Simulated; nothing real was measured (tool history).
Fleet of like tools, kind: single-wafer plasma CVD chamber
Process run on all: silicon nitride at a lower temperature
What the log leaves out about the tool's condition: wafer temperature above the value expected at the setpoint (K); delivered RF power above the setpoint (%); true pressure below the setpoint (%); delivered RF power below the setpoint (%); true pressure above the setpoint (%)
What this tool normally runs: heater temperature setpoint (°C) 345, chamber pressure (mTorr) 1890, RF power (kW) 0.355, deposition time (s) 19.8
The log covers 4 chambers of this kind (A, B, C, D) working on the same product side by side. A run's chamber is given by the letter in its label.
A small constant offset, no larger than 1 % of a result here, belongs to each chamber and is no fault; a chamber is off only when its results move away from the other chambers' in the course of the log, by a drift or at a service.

run,day,heater temperature setpoint (°C),chamber pressure (mTorr),RF power (kW),deposition time (s),hours since the last thermocouple change,hours since the last RF generator calibration,hours since the last manometer calibration,"read-back reference wafer on the same gauge, thickness_nm",mean film thickness on the monitor wafer (Å)
1C,0.529,345,1890,0.355,19.8,801.5,534.7,944.6,25.581,272.02
2A,0.817,345,1890,0.355,19.8,1685.6,1537,516.3,25.588,270.35
3D,1.388,345,1890,0.355,19.8,721.8,51,1450.2,25.576,271.01
4B,1.983,345,1890,0.355,19.8,684.1,561.8,367.8,25.563,271.69
5B,2.279,345,1890,0.355,22.8,691.2,568.9,374.9,25.576,313.66
6A,2.792,345,1890,0.355,22.8,1733,1584.4,563.7,25.547,311.46
7C,3.4,345,1890,0.355,22.8,870.4,603.6,1013.5,25.546,312.72
8D,3.933,345,1890,0.355,22.8,782.9,112.1,1511.3,25.539,311.88
9D,4.242,345,1890,0.355,19.8,790.3,119.5,1518.7,25.538,270.44
10B,4.696,345,1890,0.355,19.8,749.2,626.9,432.9,25.531,272.37
11A,5.288,335,1890,0.355,17,1792.9,1644.3,623.6,25.519,232.36
12C,5.704,335,1890,0.355,17,925.7,658.9,1068.8,25.514,233.88
13C,5.988,335,1890,0.355,17,932.5,665.7,1075.6,25.504,233.63
14D,6.271,335,1890,0.355,17,839,168.2,1567.4,25.511,233.01
15B,6.667,345,1890,0.355,19.8,796.5,674.2,480.2,25.508,271.44
16A,7.096,345,1890,0.355,19.8,1836.3,1687.7,667,25.488,269.04
17D,7.488,345,1890,0.355,19.8,868.2,197.4,1596.6,25.491,270.1
# day 7.521: chamber A: thermocouple changed; heater temperature recalibrated
18B,7.896,345,1890,0.355,19.8,826,703.7,509.7,25.48,271.2
19C,8.358,345,1890,0.355,19.8,989.4,722.6,1132.5,25.484,270.95
20A,8.692,345,1890,0.355,19.8,28.1,1726,705.3,25.467,269.26
# day 8.762: chamber D: capacitance manometer re-zeroed and calibrated
21A,9.079,345,1890,0.415,19.8,37.4,1735.3,714.6,25.468,296.76
22D,9.375,345,1890,0.415,19.8,913.5,242.7,14.7,25.469,296.62
23C,9.842,345,1890,0.415,19.8,1025,758.2,1168.1,25.45,298.49
24B,10.396,345,1890,0.415,19.8,886,763.7,569.7,25.436,299.32
# day 10.65: chamber D: thermocouple changed; heater temperature recalibrated
25D,10.788,345,1890,0.355,19.8,3.4,276.6,48.6,25.444,269.22

Has any chamber moved away from the others, gradually or after a service, or does the common gauge drift, or do the chambers differ only by their own small steady offsets? State the chamber and the most likely cause if one applies.

Every chamber seems to shift together because the gauge that measures them all drifts; the chambers themselves are fine.
Cause: gauge reads low (%) = 0.659.

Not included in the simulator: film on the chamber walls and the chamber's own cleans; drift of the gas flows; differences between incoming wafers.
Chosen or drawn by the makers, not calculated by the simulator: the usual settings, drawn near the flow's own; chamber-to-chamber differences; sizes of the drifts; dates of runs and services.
